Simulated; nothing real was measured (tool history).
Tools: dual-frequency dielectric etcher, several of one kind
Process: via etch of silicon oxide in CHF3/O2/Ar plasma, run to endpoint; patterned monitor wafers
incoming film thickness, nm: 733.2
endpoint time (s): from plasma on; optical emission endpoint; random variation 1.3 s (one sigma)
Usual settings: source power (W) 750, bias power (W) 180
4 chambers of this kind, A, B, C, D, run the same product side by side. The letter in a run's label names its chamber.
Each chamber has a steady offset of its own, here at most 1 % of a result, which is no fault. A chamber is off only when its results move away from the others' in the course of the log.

run	day	source power (W)	bias power (W)	hours since the last wet clean	hours since the last source power generator calibration	hours since the last bias power generator calibration	endpoint time (s)
1A	0.258	750	180	133.1	702.1	865.5	338.64
2D	0.571	750	180	278.7	1941.0	3534.6	340.35
3B	1.067	750	180	132.2	543.8	641.8	340.75
4C	1.375	750	180	225.2	1389.4	643.1	341.56
5C	1.858	750	180	236.8	1401.0	654.7	338.12
6D	2.258	750	180	319.2	1981.5	3575.1	340.76
7B	2.688	750	180	171.1	582.7	680.7	342.84
8A	3.079	750	180	200.8	769.8	933.2	341.09
9A	3.625	750	180	213.9	782.9	946.3	339.60
10D	3.883	750	180	358.2	2020.5	3614.1	340.44
11C	4.208	750	180	293.2	1457.4	711.1	338.55
12B	4.483	750	180	214.2	625.8	723.8	344.36
13B	4.921	750	180	224.7	636.3	734.3	341.96
14A	5.450	750	180	257.7	826.7	990.1	341.44
15D	5.788	750	180	403.9	2066.2	3659.8	338.70
16C	6.200	750	180	341.0	1505.2	758.9	341.10
17D	6.542	890	180	422.0	2084.3	3677.9	317.35
18C	6.900	890	180	357.8	1522.0	775.7	319.72
# day 7.179: chamber D: wet clean of the chamber
19B	7.188	890	180	279.1	690.7	788.7	320.70
20A	7.658	890	180	310.7	879.7	1043.1	320.46
21A	7.958	900	180	317.9	886.9	1050.3	316.35
22D	8.238	900	180	25.5	2125.0	3718.6	328.55
23B	8.742	900	180	316.4	728.0	826.0	320.10
24C	9.008	900	180	408.4	1572.6	826.3	317.12
# day 9.496: chamber C: wet clean of the chamber
25C	9.550	750	180	1.4	1585.6	839.3	343.88
26A	9.842	750	180	363.1	932.1	1095.5	339.15
27B	10.162	750	180	350.5	762.1	860.1	342.81
28D	10.592	750	180	82.0	2181.5	3775.1	352.22
29C	10.829	750	180	32.1	1616.3	870.0	343.29
30A	11.308	750	180	398.3	967.3	1130.7	339.72
31D	11.579	750	180	105.7	2205.2	3798.8	354.90
32B	11.988	750	180	394.3	805.9	903.9	344.35
# day 12.167: chamber D: bias power generator calibrated
33A	12.525	750	180	427.5	996.5	1159.9	337.93
34D	12.979	750	180	139.3	2238.8	19.5	351.24
35B	13.258	680	152	424.8	836.4	934.4	375.86
36C	13.746	680	152	102.1	1686.3	940.0	375.79
37B	14.038	680	152	443.5	855.1	953.1	375.56
38D	14.575	680	152	177.6	2277.1	57.8	385.24
39A	15.071	750	180	488.6	1057.6	1221.0	339.06
40C	15.588	750	180	146.3	1730.5	984.2	341.30

What goes on in this fleet: one chamber off, a drifting gauge, or nothing beyond the chambers' own small offsets? Name the chamber and the cause, if any.

A service left chamber D off against the others.
Cause: etch rate under this chamber's usual, % = 3.44.

Here are 4 candidates for chamber D's next run, each the usual settings with a change, their results left as question marks. Which one brings its results back in line with what the others give on the usual settings?
In line means no further than this from the other chambers' mean on the usual settings: endpoint time (s) 4.60
41D-1	15.979	640	180				?
41D-2	15.979	710	173				?
41D-3	15.979	820	193				?
41D-4	15.979	750	197				?

The other chambers' mean on the usual settings: endpoint time (s) 341.04
run	endpoint time (s)
41D-1	373.56
41D-2	363.70
41D-3	331.58
41D-4	340.79
41D-4 brings the chamber back in line.
